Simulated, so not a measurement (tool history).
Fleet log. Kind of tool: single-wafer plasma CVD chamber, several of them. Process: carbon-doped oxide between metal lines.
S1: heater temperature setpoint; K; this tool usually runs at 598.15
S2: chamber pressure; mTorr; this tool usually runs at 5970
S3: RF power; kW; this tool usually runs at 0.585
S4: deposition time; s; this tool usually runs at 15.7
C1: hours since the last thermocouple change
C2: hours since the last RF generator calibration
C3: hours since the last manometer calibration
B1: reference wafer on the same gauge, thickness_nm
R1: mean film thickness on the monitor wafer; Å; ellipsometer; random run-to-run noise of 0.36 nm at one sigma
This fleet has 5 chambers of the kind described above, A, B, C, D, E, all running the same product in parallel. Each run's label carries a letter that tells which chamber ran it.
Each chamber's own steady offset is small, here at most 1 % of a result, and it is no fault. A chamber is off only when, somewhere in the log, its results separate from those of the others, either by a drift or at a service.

| run | day | S1 | S2 | S3 | S4 | C1 | C2 | C3 | B1 | R1 |
|---|---|---|---|---|---|---|---|---|---|---|
| 1A | 0.342 | 598.15 | 5970 | 0.585 | 15.7 | 567.8 | 822.5 | 1981.9 | 104.69 | 992.42 |
| 2E | 0.629 | 598.15 | 5970 | 0.585 | 15.7 | 872.4 | 200.1 | 543.5 | 104.91 | 987.79 |
| 3B | 0.896 | 598.15 | 5970 | 0.585 | 15.7 | 585.7 | 1106.2 | 961 | 104.77 | 1001.3 |
| 4C | 1.138 | 598.15 | 5970 | 0.585 | 15.7 | 551.4 | 1234.7 | 896.2 | 104.77 | 981.08 |
| 5D | 1.592 | 602.15 | 5200 | 0.585 | 15.7 | 185.7 | 1109.3 | 458.6 | 104.72 | 964.47 |
| 6C | 1.958 | 602.15 | 5200 | 0.585 | 15.7 | 571.1 | 1254.4 | 915.9 | 104.71 | 952.44 |
| 7A | 2.167 | 602.15 | 5200 | 0.585 | 15.7 | 611.6 | 866.3 | 2025.7 | 104.79 | 959.77 |
| 8B | 2.558 | 602.15 | 5200 | 0.585 | 15.7 | 625.6 | 1146.1 | 1000.9 | 104.79 | 961.65 |
| 9D | 2.996 | 602.15 | 5200 | 0.585 | 15.7 | 219.4 | 1143 | 492.3 | 104.73 | 958.82 |
| 10E | 3.342 | 598.15 | 5970 | 0.585 | 15.7 | 937.5 | 265.2 | 608.6 | 104.79 | 988.65 |
| 11E | 3.717 | 598.15 | 5970 | 0.585 | 15.7 | 946.5 | 274.2 | 617.6 | 104.89 | 976.71 |
| 12A | 4.133 | 598.15 | 5970 | 0.585 | 15.7 | 658.8 | 913.5 | 2072.9 | 104.8 | 987.98 |
| 13C | 4.35 | 598.15 | 5970 | 0.585 | 15.7 | 628.5 | 1311.8 | 973.3 | 104.82 | 979.95 |
| 14B | 4.783 | 598.15 | 5970 | 0.585 | 15.7 | 679 | 1199.5 | 1054.3 | 104.75 | 997.11 |
| 15D | 5.046 | 598.15 | 5970 | 0.585 | 15.7 | 268.6 | 1192.2 | 541.5 | 104.73 | 996.39 |
| 16A | 5.375 | 598.15 | 5970 | 0.585 | 15.7 | 688.6 | 943.3 | 2102.7 | 104.77 | 996.26 |
| 17E | 5.6 | 598.15 | 5970 | 0.585 | 15.7 | 991.7 | 319.4 | 662.8 | 104.84 | 986.79 |
| 18C | 5.85 | 598.15 | 5970 | 0.585 | 15.7 | 664.5 | 1347.8 | 1009.3 | 104.77 | 976.17 |
| 19D | 6.221 | 598.15 | 5970 | 0.585 | 15.7 | 296.8 | 1220.4 | 569.7 | 104.88 | 998.06 |
| 20B | 6.462 | 598.15 | 5970 | 0.585 | 15.7 | 719.3 | 1239.8 | 1094.6 | 104.83 | 1003 |
| 21D | 6.85 | 598.15 | 5970 | 0.585 | 15.7 | 311.9 | 1235.5 | 584.8 | 104.81 | 996.18 |
| 22C | 7.258 | 598.15 | 5970 | 0.585 | 15.7 | 698.3 | 1381.6 | 1043.1 | 104.8 | 963.88 |
| 23B | 7.575 | 598.15 | 5970 | 0.585 | 15.7 | 746 | 1266.5 | 1121.3 | 104.78 | 995.17 |
| 24A | 7.946 | 598.15 | 5970 | 0.585 | 15.7 | 750.3 | 1005 | 2164.4 | 104.74 | 991.92 |
| 25E | 8.362 | 612.15 | 6600 | 0.585 | 15.7 | 1058 | 385.7 | 729.1 | 104.73 | 950.19 |
| 26B | 8.717 | 612.15 | 6600 | 0.585 | 15.7 | 773.4 | 1293.9 | 1148.7 | 104.78 | 956.21 |
| 27E | 8.971 | 612.15 | 6600 | 0.585 | 15.7 | 1072.6 | 400.3 | 743.7 | 104.79 | 955.08 |
| 28C | 9.404 | 612.15 | 6600 | 0.585 | 15.7 | 749.8 | 1433.1 | 1094.6 | 104.72 | 923.96 |
| 29D | 9.754 | 612.15 | 6600 | 0.585 | 15.7 | 381.6 | 1305.2 | 654.5 | 104.82 | 963.62 |
| 30A | 10.179 | 598.15 | 5970 | 0.585 | 15.7 | 803.9 | 1058.6 | 2218 | 104.83 | 991.92 |
| 31C | 10.417 | 598.15 | 5970 | 0.585 | 15.7 | 774.1 | 1457.4 | 1118.9 | 104.74 | 962.26 |
| 32A | 10.65 | 598.15 | 5970 | 0.585 | 15.7 | 815.2 | 1069.9 | 2229.3 | 104.82 | 1000.1 |
| 33B | 10.904 | 598.15 | 5970 | 0.585 | 15.7 | 825.9 | 1346.4 | 1201.2 | 104.78 | 996.2 |
| 34E | 11.217 | 598.15 | 5970 | 0.585 | 15.7 | 1126.5 | 454.2 | 797.6 | 104.81 | 982.04 |
| 35D | 11.45 | 598.15 | 5970 | 0.585 | 15.7 | 422.3 | 1345.9 | 695.2 | 104.77 | 997.1 |
| 36A | 11.862 | 598.15 | 5970 | 0.585 | 15.7 | 844.3 | 1099 | 2258.4 | 104.89 | 987.11 |
|  | 11.962 | chamber C: thermocouple changed; heater temperature recalibrated |
| 37B | 12.162 | 598.15 | 5970 | 0.585 | 15.7 | 856.1 | 1376.6 | 1231.4 | 104.8 | 998.41 |
| 38C | 12.396 | 598.15 | 5970 | 0.585 | 15.7 | 10.4 | 1504.9 | 1166.4 | 104.79 | 963.05 |
| 39D | 12.633 | 598.15 | 5970 | 0.585 | 15.7 | 450.7 | 1374.3 | 723.6 | 104.82 | 994.98 |
| 40E | 12.938 | 598.15 | 5970 | 0.585 | 15.7 | 1167.8 | 495.5 | 838.9 | 104.78 | 987.56 |
| 41E | 13.308 | 598.15 | 5970 | 0.585 | 15.7 | 1176.7 | 504.4 | 847.8 | 104.84 | 979.84 |
| 42D | 13.571 | 598.15 | 5970 | 0.585 | 15.7 | 473.2 | 1396.8 | 746.1 | 104.82 | 1001.6 |
| 43A | 13.862 | 598.15 | 5970 | 0.585 | 15.7 | 892.3 | 1147 | 2306.4 | 104.88 | 992.21 |

For the next run the whole fleet of 5 chambers uses the same settings. Give each chamber's results:
| 44A | 14.2 | 598.15 | 5970 | 0.585 | 15.7 |  |  |  |  | ? |
| 44B | 14.2 | 598.15 | 5970 | 0.585 | 15.7 |  |  |  |  | ? |
| 44C | 14.2 | 598.15 | 5970 | 0.585 | 15.7 |  |  |  |  | ? |
| 44D | 14.2 | 598.15 | 5970 | 0.585 | 15.7 |  |  |  |  | ? |
| 44E | 14.2 | 598.15 | 5970 | 0.585 | 15.7 |  |  |  |  | ? |

| run | R1 |
|---|---|
| 44A | 988.02 |
| 44B | 996.24 |
| 44C | 957.36 |
| 44D | 996.65 |
| 44E | 985.37 |
